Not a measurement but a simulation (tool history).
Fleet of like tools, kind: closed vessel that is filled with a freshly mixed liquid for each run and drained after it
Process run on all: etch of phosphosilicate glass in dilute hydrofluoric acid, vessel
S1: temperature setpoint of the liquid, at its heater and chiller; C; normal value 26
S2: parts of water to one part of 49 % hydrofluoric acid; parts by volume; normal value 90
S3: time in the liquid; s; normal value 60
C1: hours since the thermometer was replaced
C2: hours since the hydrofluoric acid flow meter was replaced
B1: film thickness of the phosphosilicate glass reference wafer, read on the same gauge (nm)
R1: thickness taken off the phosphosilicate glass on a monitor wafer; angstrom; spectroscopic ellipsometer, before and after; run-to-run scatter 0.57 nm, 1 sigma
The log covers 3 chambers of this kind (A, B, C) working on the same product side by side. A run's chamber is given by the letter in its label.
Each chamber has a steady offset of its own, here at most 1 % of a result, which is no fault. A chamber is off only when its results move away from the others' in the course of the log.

{"run": "1A", "hour": 12.6, "S1": 26, "S2": 90, "S3": 60, "C1": 494.8, "C2": 818.4, "B1": 119.93, "R1": 645.01}
{"run": "2C", "hour": 25.5, "S1": 26, "S2": 90, "S3": 60, "C1": 443.4, "C2": 845, "B1": 119.99, "R1": 649.67}
{"run": "3B", "hour": 38.1, "S1": 26, "S2": 90, "S3": 60, "C1": 1392.7, "C2": 201.3, "B1": 119.99, "R1": 627.47}
{"run": "4A", "hour": 51.1, "S1": 26, "S2": 90, "S3": 60, "C1": 533.3, "C2": 856.9, "B1": 120.02, "R1": 633.81}
{"run": "5C", "hour": 59.0, "S1": 26, "S2": 90, "S3": 60, "C1": 476.9, "C2": 878.5, "B1": 120.01, "R1": 651.89}
{"run": "6B", "hour": 66.8, "S1": 26, "S2": 90, "S3": 60, "C1": 1421.4, "C2": 230, "B1": 119.99, "R1": 630.19}
{"run": "7C", "hour": 77.7, "S1": 26, "S2": 90, "S3": 60, "C1": 495.6, "C2": 897.2, "B1": 119.99, "R1": 648.79}
{"run": "8B", "hour": 85.1, "S1": 22.5, "S2": 115, "S3": 60, "C1": 1439.7, "C2": 248.3, "B1": 120.03, "R1": 427.41}
{"run": "9A", "hour": 92.5, "S1": 22.5, "S2": 115, "S3": 60, "C1": 574.7, "C2": 898.3, "B1": 119.99, "R1": 422.34}
{"run": "10B", "hour": 104.6, "S1": 22.5, "S2": 115, "S3": 60, "C1": 1459.2, "C2": 267.8, "B1": 120, "R1": 424.84}
{"run": "11C", "hour": 115.1, "S1": 26, "S2": 90, "S3": 60, "C1": 533, "C2": 934.6, "B1": 120, "R1": 631.62}
{"run": "12A", "hour": 123.9, "S1": 26, "S2": 90, "S3": 60, "C1": 606.1, "C2": 929.7, "B1": 120.04, "R1": 641.85}
{"run": "13B", "hour": 131.4, "S1": 26, "S2": 90, "S3": 60, "C1": 1486, "C2": 294.6, "B1": 119.99, "R1": 640.55}
{"run": "14C", "hour": 144.8, "S1": 26, "S2": 90, "S3": 60, "C1": 562.7, "C2": 964.3, "B1": 119.97, "R1": 642.67}
{"run": "15A", "hour": 153.8, "S1": 26, "S2": 90, "S3": 90, "C1": 636, "C2": 959.6, "B1": 120, "R1": 955.48}
{"run": "16A", "hour": 164.1, "S1": 26, "S2": 90, "S3": 90, "C1": 646.3, "C2": 969.9, "B1": 120, "R1": 962.53}
{"run": "17B", "hour": 171.3, "S1": 26, "S2": 90, "S3": 90, "C1": 1525.9, "C2": 334.5, "B1": 119.95, "R1": 985.56}
{"run": "18C", "hour": 184.5, "S1": 28.5, "S2": 90, "S3": 60, "C1": 602.4, "C2": 1004, "B1": 120, "R1": 707.14}
{"run": "19A", "hour": 191.2, "S1": 28.5, "S2": 90, "S3": 60, "C1": 673.4, "C2": 997, "B1": 120, "R1": 713.19}
{"run": "20C", "hour": 198.8, "S1": 28.5, "S2": 90, "S3": 60, "C1": 616.7, "C2": 1018.3, "B1": 119.98, "R1": 710.98}
{"run": "21B", "hour": 205.0, "S1": 29.5, "S2": 90, "S3": 90, "C1": 1559.6, "C2": 368.2, "B1": 120.02, "R1": 1145.8}
{"run": "22A", "hour": 214.9, "S1": 29.5, "S2": 90, "S3": 90, "C1": 697.1, "C2": 1020.7, "B1": 120.01, "R1": 1091.6}
{"run": "23B", "hour": 225.2, "S1": 29.5, "S2": 90, "S3": 90, "C1": 1579.8, "C2": 388.4, "B1": 120.01, "R1": 1179.3}
{"run": "24C", "hour": 233.6, "S1": 26, "S2": 90, "S3": 60, "C1": 651.5, "C2": 1053.1, "B1": 120.01, "R1": 645.76}
{"run": "25B", "hour": 246.4, "S1": 26, "S2": 90, "S3": 60, "C1": 1601, "C2": 409.6, "B1": 120.04, "R1": 683.49}
{"run": "26A", "hour": 256.7, "S1": 26, "S2": 90, "S3": 60, "C1": 738.9, "C2": 1062.5, "B1": 120, "R1": 645.38}
{"run": "27C", "hour": 269.1, "S1": 26, "S2": 90, "S3": 60, "C1": 687, "C2": 1088.6, "B1": 119.96, "R1": 642.28}
{"run": "28C", "hour": 278.7, "S1": 26, "S2": 90, "S3": 60, "C1": 696.6, "C2": 1098.2, "B1": 120.01, "R1": 648.66}
{"run": "29A", "hour": 286.4, "S1": 26, "S2": 130, "S3": 60, "C1": 768.6, "C2": 1092.2, "B1": 119.99, "R1": 426.03}
{"run": "30B", "hour": 297.4, "S1": 26, "S2": 130, "S3": 60, "C1": 1652, "C2": 460.6, "B1": 120.01, "R1": 453.86}
{"run": "31C", "hour": 306.3, "S1": 26, "S2": 130, "S3": 60, "C1": 724.2, "C2": 1125.8, "B1": 119.96, "R1": 419.43}
{"run": "32A", "hour": 318.2, "S1": 26, "S2": 90, "S3": 60, "C1": 800.4, "C2": 1124, "B1": 119.96, "R1": 645.05}
{"run": "33B", "hour": 331.0, "S1": 26, "S2": 90, "S3": 60, "C1": 1685.6, "C2": 494.2, "B1": 119.99, "R1": 712.8}
{"run": "34C", "hour": 343.5, "S1": 26, "S2": 90, "S3": 60, "C1": 761.4, "C2": 1163, "B1": 120.01, "R1": 639.87}
{"run": "35B", "hour": 355.7, "S1": 26, "S2": 90, "S3": 60, "C1": 1710.3, "C2": 518.9, "B1": 119.96, "R1": 712.13}

The same settings go to every chamber for the next run, one line per chamber below. Forecast the results for each:
{"run": "36A", "hour": 365.5, "S1": 26, "S2": 90, "S3": 60, "R1": "?"}
{"run": "36B", "hour": 365.5, "S1": 26, "S2": 90, "S3": 60, "R1": "?"}
{"run": "36C", "hour": 365.5, "S1": 26, "S2": 90, "S3": 60, "R1": "?"}

run=36A R1=644.44
run=36B R1=711.85
run=36C R1=639.44

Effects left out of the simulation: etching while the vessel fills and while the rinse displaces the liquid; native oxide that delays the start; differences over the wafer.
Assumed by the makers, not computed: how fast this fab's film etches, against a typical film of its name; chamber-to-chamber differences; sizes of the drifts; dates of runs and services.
